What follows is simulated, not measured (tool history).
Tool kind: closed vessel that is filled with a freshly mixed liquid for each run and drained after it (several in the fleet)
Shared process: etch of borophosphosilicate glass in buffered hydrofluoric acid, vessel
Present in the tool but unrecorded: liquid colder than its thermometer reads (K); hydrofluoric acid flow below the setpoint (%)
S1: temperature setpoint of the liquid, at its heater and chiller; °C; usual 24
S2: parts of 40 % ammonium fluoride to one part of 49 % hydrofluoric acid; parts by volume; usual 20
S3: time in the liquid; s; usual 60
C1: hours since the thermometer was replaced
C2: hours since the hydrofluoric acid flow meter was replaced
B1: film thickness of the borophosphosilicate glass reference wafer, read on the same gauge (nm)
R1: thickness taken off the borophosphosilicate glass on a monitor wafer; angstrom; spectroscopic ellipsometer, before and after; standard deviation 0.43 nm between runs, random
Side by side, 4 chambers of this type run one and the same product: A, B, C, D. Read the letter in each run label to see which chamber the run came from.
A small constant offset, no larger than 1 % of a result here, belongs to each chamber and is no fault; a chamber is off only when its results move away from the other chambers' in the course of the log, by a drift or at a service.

run,day,S1,S2,S3,C1,C2,B1,R1
1B,0.396,24,20,60,253.6,1338.7,60.038,1077.9
2C,0.592,24,20,60,1787.3,190,60.028,1086.9
3A,0.95,24,20,60,518.6,943,59.969,1084.3
4D,1.308,24,20,60,2351.9,1803.3,60.012,1085.9
5D,1.662,24,20,60,2360.4,1811.8,59.998,1087.5
6A,1.871,27.5,26,60,540.7,965.1,60.001,1089
# day 1.942: chamber D: thermometer replaced
7B,2.2,27.5,26,60,296.9,1382,59.982,1098.3
8C,2.429,27.5,26,60,1831.4,234.1,60.014,1092.5
9B,2.675,27.5,26,60,308.3,1393.4,60.024,1093.6
10A,2.967,24,20,60,567,991.4,59.995,1086.8
11C,3.317,24,20,60,1852.7,255.4,60.002,1086.1
12D,3.675,24,20,60,41.6,1860.1,60.006,1087
13C,3.883,24,20,60,1866.3,269,60.035,1080.3
14D,4.079,24,20,60,51.3,1869.8,60.017,1090.6
15A,4.408,24,20,90,601.6,1026,59.985,1624.6
16B,4.596,24,20,90,354.4,1439.5,60.02,1615
17D,4.9,24,20,90,71,1889.5,60.037,1641.4
18C,5.212,24,20,90,1898.2,300.9,59.967,1612.1
19A,5.438,24,20,60,626.3,1050.7,60.011,1081.3
20B,5.796,24,20,60,383.2,1468.3,59.977,1085.1
21A,6.162,24,20,60,643.7,1068.1,60.026,1085.3
22C,6.4,24,20,60,1926.7,329.4,59.999,1083.9
23B,6.617,24,20,60,402.9,1488,60.061,1083.6
# day 7.004: chamber D: hydrofluoric acid flow meter replaced
24D,7.029,24,20,60,122.1,0.7,60.009,1087
25A,7.288,24,20,60,670.7,1095.1,60.009,1083.2
26D,7.6,24,20,60,135.8,14.4,59.979,1091
# day 7.704: chamber C: thermometer replaced
27C,7.821,24,17.5,80,2.8,363.5,59.995,1637.3
28B,8.038,24,17.5,80,437,1522.1,60.026,1645.9
29A,8.421,24,17.5,80,697.9,1122.3,59.992,1655
30D,8.662,24,17.5,80,161.3,39.9,59.996,1656.3
31B,8.992,24,20,60,459.9,1545,60.018,1082.4
32C,9.375,24,20,60,40.1,400.8,60.011,1072.9
33B,9.788,26.5,20,30,479,1564.1,59.999,624.07
# day 9.792: chamber C: hydrofluoric acid flow meter replaced
34D,10.071,26.5,20,30,195.1,73.7,60,619.36
35C,10.471,26.5,20,30,66.4,16.4,60.014,622.76
36A,10.846,26.5,20,30,756.1,1180.5,59.953,622.2
37D,11.229,24,20,60,222.9,101.5,60.023,1097.9
38B,11.646,24,20,60,523.6,1608.7,60.029,1081.9
39A,12.054,24,14.5,60,785.1,1209.5,60.024,1502.3
40C,12.304,24,14.5,60,110.4,60.4,60.006,1490.3
41D,12.588,24,14.5,60,255.5,134.1,59.984,1489.3
42B,12.908,24,14.5,60,553.9,1639,60.03,1481.6
43A,13.125,24,20,60,810.8,1235.2,59.974,1084.6

For the next run the whole fleet of 4 chambers uses the same settings. Give each chamber's results:
44A,13.433,24,20,45,,,,?
44B,13.433,24,20,45,,,,?
44C,13.433,24,20,45,,,,?
44D,13.433,24,20,45,,,,?

run,R1
44A,813.98
44B,816.24
44C,816.6
44D,811.97

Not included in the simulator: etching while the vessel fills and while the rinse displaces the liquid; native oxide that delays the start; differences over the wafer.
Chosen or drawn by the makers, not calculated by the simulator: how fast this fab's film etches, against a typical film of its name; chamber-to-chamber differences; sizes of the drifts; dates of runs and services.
